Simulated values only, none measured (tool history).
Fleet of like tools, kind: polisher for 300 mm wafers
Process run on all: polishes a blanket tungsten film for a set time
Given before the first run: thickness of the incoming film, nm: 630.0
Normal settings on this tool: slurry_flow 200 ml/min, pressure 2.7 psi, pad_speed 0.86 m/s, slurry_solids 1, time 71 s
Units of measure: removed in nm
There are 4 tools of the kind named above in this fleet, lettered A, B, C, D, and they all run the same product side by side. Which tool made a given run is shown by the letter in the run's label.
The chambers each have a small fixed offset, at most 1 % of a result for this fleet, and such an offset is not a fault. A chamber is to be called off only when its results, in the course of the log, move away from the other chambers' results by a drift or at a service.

-- hour=0.1 chamber D: worn pad replaced by a new one
run 1D hour=3.8 | slurry_flow=200 pressure=2.7 pad_speed=0.86 slurry_solids=1 time=71 | removed=205.92
-- hour=5.5 chamber B: slurry nozzle cleaned
run 2A hour=6 | slurry_flow=200 pressure=2.7 pad_speed=0.86 slurry_solids=1 time=71 | removed=206.71
-- hour=8.7 chamber D: slurry tank refilled with fresh slurry and peroxide
run 3C hour=9 | slurry_flow=200 pressure=2.7 pad_speed=0.86 slurry_solids=1 time=71 | removed=206.74
run 4B hour=12.1 | slurry_flow=200 pressure=2.7 pad_speed=0.86 slurry_solids=1 time=71 | removed=204.27
-- hour=16.8 chamber B: slurry tank refilled with fresh slurry and peroxide
run 5C hour=17 | slurry_flow=200 pressure=2.7 pad_speed=0.86 slurry_solids=1 time=71 | removed=210.36
run 6D hour=21.4 | slurry_flow=200 pressure=2.7 pad_speed=0.86 slurry_solids=1 time=71 | removed=202.33
run 7A hour=24.3 | slurry_flow=200 pressure=2.7 pad_speed=0.86 slurry_solids=1 time=71 | removed=210.43
-- hour=24.7 chamber C: worn pad replaced by a new one
run 8B hour=28.5 | slurry_flow=200 pressure=2.7 pad_speed=0.86 slurry_solids=1 time=71 | removed=206.38
run 9D hour=33.3 | slurry_flow=200 pressure=3.1 pad_speed=0.86 slurry_solids=1 time=71 | removed=234.71
run 10C hour=37.1 | slurry_flow=200 pressure=3.1 pad_speed=0.86 slurry_solids=1 time=71 | removed=233.17
-- hour=39.6 chamber B: worn pad replaced by a new one
run 11B hour=39.6 | slurry_flow=200 pressure=3.1 pad_speed=0.86 slurry_solids=1 time=71 | removed=237.23
run 12A hour=43.2 | slurry_flow=200 pressure=3.1 pad_speed=0.86 slurry_solids=1 time=71 | removed=243.28
-- hour=45.5 chamber A: slurry tank refilled with fresh slurry and peroxide
run 13D hour=46.6 | slurry_flow=200 pressure=2.7 pad_speed=0.86 slurry_solids=1 time=62 | removed=182.1
-- hour=48.9 chamber D: worn pad replaced by a new one
-- hour=50.2 chamber A: slurry blender recalibrated
run 14C hour=51.5 | slurry_flow=200 pressure=2.7 pad_speed=0.86 slurry_solids=1 time=62 | removed=182.61
run 15A hour=54.8 | slurry_flow=200 pressure=2.7 pad_speed=0.86 slurry_solids=1 time=62 | removed=178.69
run 16B hour=59.4 | slurry_flow=200 pressure=2.7 pad_speed=0.86 slurry_solids=1 time=62 | removed=180.15
-- hour=60.9 chamber A: worn pad replaced by a new one
run 17C hour=64.4 | slurry_flow=200 pressure=2.7 pad_speed=0.86 slurry_solids=1 time=71 | removed=204.8
run 18A hour=69.2 | slurry_flow=200 pressure=2.7 pad_speed=0.86 slurry_solids=1 time=71 | removed=203.66
run 19B hour=73.3 | slurry_flow=200 pressure=2.7 pad_speed=0.86 slurry_solids=1 time=71 | removed=207.88
run 20D hour=76.1 | slurry_flow=200 pressure=3 pad_speed=0.86 slurry_solids=1 time=71 | removed=234.05
-- hour=76.4 chamber B: slurry tank refilled with fresh slurry and peroxide
run 21A hour=79.1 | slurry_flow=200 pressure=3 pad_speed=0.86 slurry_solids=1 time=71 | removed=233.35
-- hour=80.7 chamber C: worn pad replaced by a new one
run 22D hour=81.3 | slurry_flow=200 pressure=3 pad_speed=0.86 slurry_solids=1 time=71 | removed=228.42
run 23B hour=84 | slurry_flow=200 pressure=3 pad_speed=0.86 slurry_solids=1 time=71 | removed=231.06
-- hour=85.2 chamber C: slurry tank refilled with fresh slurry and peroxide
-- hour=87.7 chamber B: worn pad replaced by a new one
run 24C hour=88.4 | slurry_flow=200 pressure=2.7 pad_speed=0.86 slurry_solids=1 time=71 | removed=203.02
run 25D hour=90.9 | slurry_flow=200 pressure=2.7 pad_speed=0.86 slurry_solids=1 time=71 | removed=208.05
-- hour=95.3 chamber C: head pressure recalibrated
run 26C hour=95.8 | slurry_flow=200 pressure=2.7 pad_speed=0.86 slurry_solids=1 time=71 | removed=199.2
run 27B hour=98.4 | slurry_flow=200 pressure=2.7 pad_speed=0.86 slurry_solids=1 time=71 | removed=206.72
-- hour=100.5 chamber A: head pressure recalibrated
run 28A hour=101 | slurry_flow=200 pressure=2.7 pad_speed=0.86 slurry_solids=1 time=71 | removed=203.41
-- hour=101.6 chamber D: worn pad replaced by a new one
run 29C hour=105.8 | slurry_flow=200 pressure=2.7 pad_speed=0.86 slurry_solids=1 time=71 | removed=200.45
run 30D hour=108.6 | slurry_flow=200 pressure=2.7 pad_speed=0.86 slurry_solids=1 time=58 | removed=169.89
run 31A hour=112.5 | slurry_flow=200 pressure=2.7 pad_speed=0.86 slurry_solids=1 time=58 | removed=168.87
run 32B hour=115.5 | slurry_flow=200 pressure=2.7 pad_speed=0.86 slurry_solids=1 time=58 | removed=165.29
-- hour=116.3 chamber A: slurry tank refilled with fresh slurry and peroxide
run 33C hour=119.7 | slurry_flow=200 pressure=2.7 pad_speed=0.86 slurry_solids=1 time=58 | removed=163.16
-- hour=120.6 chamber D: slurry nozzle cleaned
run 34A hour=124.3 | slurry_flow=155 pressure=2.7 pad_speed=0.86 slurry_solids=1 time=71 | removed=200.7
-- hour=126.2 chamber A: worn pad replaced by a new one
-- hour=127.8 chamber D: slurry blender recalibrated
run 35D hour=129 | slurry_flow=155 pressure=2.7 pad_speed=0.86 slurry_solids=1 time=71 | removed=200.96
run 36B hour=133.4 | slurry_flow=155 pressure=2.7 pad_speed=0.86 slurry_solids=1 time=71 | removed=203.01
-- hour=135.5 chamber D: head pressure recalibrated
run 37B hour=135.7 | slurry_flow=155 pressure=2.7 pad_speed=0.86 slurry_solids=1 time=71 | removed=201.73
run 38D hour=139.4 | slurry_flow=200 pressure=2.7 pad_speed=0.86 slurry_solids=1 time=71 | removed=207.05
run 39A hour=144.1 | slurry_flow=200 pressure=2.7 pad_speed=0.86 slurry_solids=1 time=71 | removed=205.42

For the next run the whole fleet of 4 chambers uses the same settings. Give each chamber's results:
run 40A hour=147.8 | slurry_flow=200 pressure=2.7 pad_speed=0.86 slurry_solids=1 time=71 | removed=?
run 40B hour=147.8 | slurry_flow=200 pressure=2.7 pad_speed=0.86 slurry_solids=1 time=71 | removed=?
run 40C hour=147.8 | slurry_flow=200 pressure=2.7 pad_speed=0.86 slurry_solids=1 time=71 | removed=?
run 40D hour=147.8 | slurry_flow=200 pressure=2.7 pad_speed=0.86 slurry_solids=1 time=71 | removed=?

run=40A removed=211.21
run=40B removed=207.06
run=40C removed=191.86
run=40D removed=208.54
